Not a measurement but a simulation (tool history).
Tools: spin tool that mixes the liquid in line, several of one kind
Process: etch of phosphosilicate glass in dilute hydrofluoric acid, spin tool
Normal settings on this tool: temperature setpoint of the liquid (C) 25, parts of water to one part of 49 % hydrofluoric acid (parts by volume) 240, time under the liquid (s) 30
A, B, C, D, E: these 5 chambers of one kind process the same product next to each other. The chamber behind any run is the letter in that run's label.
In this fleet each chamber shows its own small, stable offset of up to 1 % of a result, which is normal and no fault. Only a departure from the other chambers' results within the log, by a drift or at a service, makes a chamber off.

run,hour,temperature setpoint of the liquid (C),parts of water to one part of 49 % hydrofluoric acid (parts by volume),time under the liquid (s),hours since the thermometer was replaced,hours since the hydrofluoric acid flow meter was replaced,"read-back film thickness of the phosphosilicate glass reference wafer, read on the same gauge (nm)",thickness taken off the phosphosilicate glass on a monitor wafer (angstrom)
1E,7.1,25,240,30,1898.2,1301.2,69.994,112.37
2D,15.2,25,240,30,1074,1688.1,69.993,111.99
3A,24.5,25,240,30,1792.6,1524,69.97,111.32
4B,31.4,25,240,30,2166.6,987.5,70.009,112.23
5C,44.1,20,240,50,1863.6,788.5,70.006,155.93
6C,52.5,20,240,50,1872,796.9,69.994,155.82
7E,62.6,20,240,50,1953.7,1356.7,70.001,154.03
8B,72,20,240,50,2207.2,1028.1,69.995,155.51
9D,80.8,20,240,50,1139.6,1753.7,70.008,155.48
10A,92.8,25,240,30,1860.9,1592.3,70.003,111.02
11B,105.3,25,240,30,2240.5,1061.4,69.985,112.21
12E,115,25,240,30,2006.1,1409.1,70.008,112.41
13A,122.9,25,240,40,1891,1622.4,69.994,147.2
14C,128.5,25,240,40,1948,872.9,69.99,148.17
15D,134.8,25,240,40,1193.6,1807.7,69.997,150.26
16A,140.7,25,240,40,1908.8,1640.2,70.016,147.42
17E,147,25,240,40,2038.1,1441.1,69.98,149.32
18C,156.7,27,240,40,1976.2,901.1,69.989,160.29
19B,164.8,27,240,40,2300,1120.9,70.024,162.36
# hour 172.3: chamber C: thermometer replaced
20D,173.1,27,240,40,1231.9,1846,70.018,161.7
21C,186.1,27,240,40,13.9,930.5,69.977,158.4
22D,194.2,27,240,40,1253,1867.1,70.008,160.5
23E,202.6,25,240,30,2093.7,1496.7,69.998,110.43
24B,213.2,25,300,20,2348.4,1169.3,69.991,57.233
25A,224.1,25,300,20,1992.2,1723.6,70.001,56.594
26D,233.9,25,300,20,1292.7,1906.8,69.984,55.991
27E,242.6,25,300,20,2133.7,1536.7,69.993,54.863
28A,254.9,25,300,20,2023,1754.4,69.989,55.794
29C,262.4,25,175,30,90.2,1006.8,69.987,163.9
# hour 263.5: chamber E: hydrofluoric acid flow meter replaced
30B,268.7,25,175,30,2403.9,1224.8,69.992,166.08
31D,280.7,25,175,30,1339.5,1953.6,69.974,165.08
32C,288.9,25,175,30,116.7,1033.3,69.981,165.5
33B,300,25,175,30,2435.2,1256.1,70.013,165.28
34A,307,25,240,30,2075.1,1806.5,69.981,112.43
35E,314.2,25,240,30,2205.3,50.7,70.01,114.28
36C,324.2,25,240,30,152,1068.6,70.011,112.54
# hour 328: chamber A: thermometer replaced
37E,334.5,25,240,30,2225.6,71,69.982,112.33
# hour 345.3: chamber E: thermometer replaced
38B,346.3,25,240,30,2481.5,1302.4,70.026,112.86
39A,354,25,240,30,26.1,1853.5,69.956,111.26
40D,361.2,25,240,30,1420,2034.1,69.984,112.14
41C,370.1,25,240,30,197.9,1114.5,70.017,111.64
42E,381.4,25,240,30,36.1,117.9,70.002,112.46
43D,390.2,25,240,30,1449,2063.1,69.997,113.17
44B,399.2,25,240,30,2534.4,1355.3,69.966,113.23

Each of the 5 chambers runs these same settings next. Fill in every chamber's results:
45A,408.5,23.5,240,30,,,,?
45B,408.5,23.5,240,30,,,,?
45C,408.5,23.5,240,30,,,,?
45D,408.5,23.5,240,30,,,,?
45E,408.5,23.5,240,30,,,,?

run,thickness taken off the phosphosilicate glass on a monitor wafer (angstrom)
45A,106.49
45B,106.54
45C,104.27
45D,106.5
45E,106.71
